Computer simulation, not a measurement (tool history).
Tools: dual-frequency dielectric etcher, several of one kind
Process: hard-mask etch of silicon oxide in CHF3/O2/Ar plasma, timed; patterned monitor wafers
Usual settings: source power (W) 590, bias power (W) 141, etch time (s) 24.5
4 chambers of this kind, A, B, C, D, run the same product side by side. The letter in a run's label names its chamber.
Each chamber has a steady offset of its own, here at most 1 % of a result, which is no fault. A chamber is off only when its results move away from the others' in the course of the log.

run	day	source power (W)	bias power (W)	etch time (s)	read-back reference wafer on the same gauge, depth_nm	mean etch depth across the wafer (Å)
1C	0.571	590	141	24.5	41.792	447.58
2D	0.979	590	141	24.5	41.790	444.94
3A	1.292	590	141	24.5	41.776	443.75
# day 1.438: chamber B: wet clean of the chamber
4B	1.771	590	141	24.5	41.775	445.49
5A	2.108	590	141	24.5	41.753	444.11
6D	2.658	590	141	24.5	41.759	444.21
7B	2.933	590	141	24.5	41.753	445.15
8C	3.250	590	141	24.5	41.749	445.81
9B	3.600	590	141	24.5	41.737	444.68
10D	3.883	590	141	24.5	41.742	443.54
11A	4.171	590	141	24.5	41.735	444.41
12C	4.600	590	141	24.5	41.721	445.91
13D	5.062	590	141	24.5	41.710	444.04
# day 5.446: chamber C: source power generator calibrated
14C	5.538	590	141	24.5	41.704	446.57
15A	5.962	460	163	24.5	41.687	423.41
16B	6.412	460	163	24.5	41.704	422.98
17B	6.971	460	163	24.5	41.690	423.34
18C	7.304	460	163	24.5	41.684	425.43
# day 7.442: chamber C: wet clean of the chamber
19D	7.733	590	141	24.5	41.675	442.72
20A	8.167	590	141	24.5	41.668	442.87
21D	8.650	590	141	24.5	41.657	443.12
22B	8.988	590	156	24.5	41.649	458.54
23A	9.538	590	156	24.5	41.650	457.97
24C	9.938	590	156	24.5	41.635	461.27
25D	10.396	590	156	24.5	41.622	457.77
26B	10.821	590	141	24.5	41.623	443.61
27A	11.271	590	141	24.5	41.594	442.69
28C	11.583	590	141	24.5	41.596	444.99
29C	11.862	590	167	24.5	41.593	469.49
30D	12.238	590	167	24.5	41.593	466.59
31A	12.642	590	167	24.5	41.594	468.00

Next, every chamber runs the same settings. What will each give?
32A	13.050	590	126	24.5		?
32B	13.050	590	126	24.5		?
32C	13.050	590	126	24.5		?
32D	13.050	590	126	24.5		?

run	mean etch depth across the wafer (Å)
32A	427.09
32B	427.73
32C	429.51
32D	426.78

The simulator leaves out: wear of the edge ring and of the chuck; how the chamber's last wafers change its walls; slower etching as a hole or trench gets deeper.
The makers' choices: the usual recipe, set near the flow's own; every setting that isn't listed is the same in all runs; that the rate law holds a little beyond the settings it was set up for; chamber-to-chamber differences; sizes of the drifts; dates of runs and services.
